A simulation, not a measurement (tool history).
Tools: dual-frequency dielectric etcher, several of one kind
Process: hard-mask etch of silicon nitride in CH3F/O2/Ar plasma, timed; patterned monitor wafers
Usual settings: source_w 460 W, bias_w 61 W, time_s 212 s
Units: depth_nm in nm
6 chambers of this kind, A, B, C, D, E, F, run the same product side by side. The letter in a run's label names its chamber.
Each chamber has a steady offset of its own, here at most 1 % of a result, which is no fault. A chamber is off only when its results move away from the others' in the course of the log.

| run | hour | source_w | bias_w | time_s | read-back reference wafer on the same gauge, depth_nm | depth_nm |
|---|---|---|---|---|---|---|
| 1B | 5.2 | 460 | 61 | 212 | 135.95 | 147.48 |
| 2F | 13 | 460 | 61 | 212 | 136.03 | 148.87 |
| 3D | 17 | 460 | 61 | 212 | 136.12 | 148.51 |
| 4C | 22.9 | 460 | 61 | 212 | 135.99 | 148.92 |
| 5E | 28.7 | 460 | 61 | 212 | 136.07 | 147.84 |
| 6A | 36.1 | 460 | 51 | 273.5 | 136.01 | 183.09 |
| 7A | 40.1 | 460 | 51 | 273.5 | 136.02 | 181.58 |
| 8F | 47.6 | 460 | 51 | 273.5 | 135.99 | 181.95 |
| 9E | 52.9 | 460 | 51 | 273.5 | 136.01 | 180.48 |
| 10D | 56.5 | 460 | 51 | 273.5 | 135.96 | 180.4 |
| 11C | 60.7 | 460 | 51 | 273.5 | 136.06 | 181.4 |
| 12B | 67.9 | 460 | 61 | 212 | 136.08 | 147.08 |
| 13E | 75 | 570 | 61 | 212 | 136.02 | 160.47 |
| 14B | 79.3 | 570 | 61 | 212 | 136.05 | 160.53 |
| 15D | 86.9 | 570 | 61 | 212 | 135.98 | 160.9 |
| 16F | 90.7 | 570 | 61 | 212 | 135.91 | 162.57 |
| 17A | 95.1 | 570 | 61 | 212 | 135.95 | 162.86 |
| 18C | 98.9 | 570 | 61 | 212 | 136 | 162.25 |
| 19D | 105.5 | 460 | 61 | 212 | 136.06 | 148.7 |
| 20F | 109.2 | 460 | 61 | 212 | 135.91 | 149.98 |
| 21C | 116 | 460 | 61 | 212 | 135.98 | 150.18 |
| 22E | 119.7 | 460 | 61 | 212 | 136.04 | 147.82 |
| 23A | 126.2 | 460 | 61 | 212 | 135.97 | 148.8 |
| 24B | 132.6 | 460 | 61 | 212 | 136 | 147.4 |
| 25F | 140.5 | 460 | 61 | 212 | 135.88 | 148.94 |
| 26A | 146.8 | 460 | 61 | 212 | 135.97 | 148.66 |
| 27C | 151.2 | 460 | 61 | 212 | 135.97 | 151.15 |
| 28B | 158.2 | 460 | 61 | 212 | 136 | 147.46 |
| 29E | 166 | 460 | 61 | 212 | 135.96 | 147.97 |
| 30D | 169.8 | 460 | 61 | 212 | 135.97 | 148.6 |
| 31C | 177.8 | 460 | 61 | 212 | 136.04 | 152.76 |
| 32A | 183.8 | 460 | 61 | 212 | 135.95 | 149.09 |
|  | 185.3 | chamber D: wet clean of the chamber |
| 33F | 190.6 | 460 | 61 | 212 | 136 | 148.94 |
| 34E | 196.2 | 460 | 61 | 212 | 136.01 | 148.36 |
| 35D | 201 | 370 | 47 | 212 | 136.01 | 125.29 |
|  | 203.1 | chamber B: wet clean of the chamber |
| 36B | 207.2 | 370 | 47 | 212 | 135.97 | 124.23 |

Next, every chamber runs the same settings. What will each give?
| 37A | 213.1 | 460 | 61 | 212 |  | ? |
| 37B | 213.1 | 460 | 61 | 212 |  | ? |
| 37C | 213.1 | 460 | 61 | 212 |  | ? |
| 37D | 213.1 | 460 | 61 | 212 |  | ? |
| 37E | 213.1 | 460 | 61 | 212 |  | ? |
| 37F | 213.1 | 460 | 61 | 212 |  | ? |

| run | depth_nm |
|---|---|
| 37A | 148.3 |
| 37B | 146.78 |
| 37C | 154.24 |
| 37D | 148.19 |
| 37E | 148.62 |
| 37F | 148.83 |
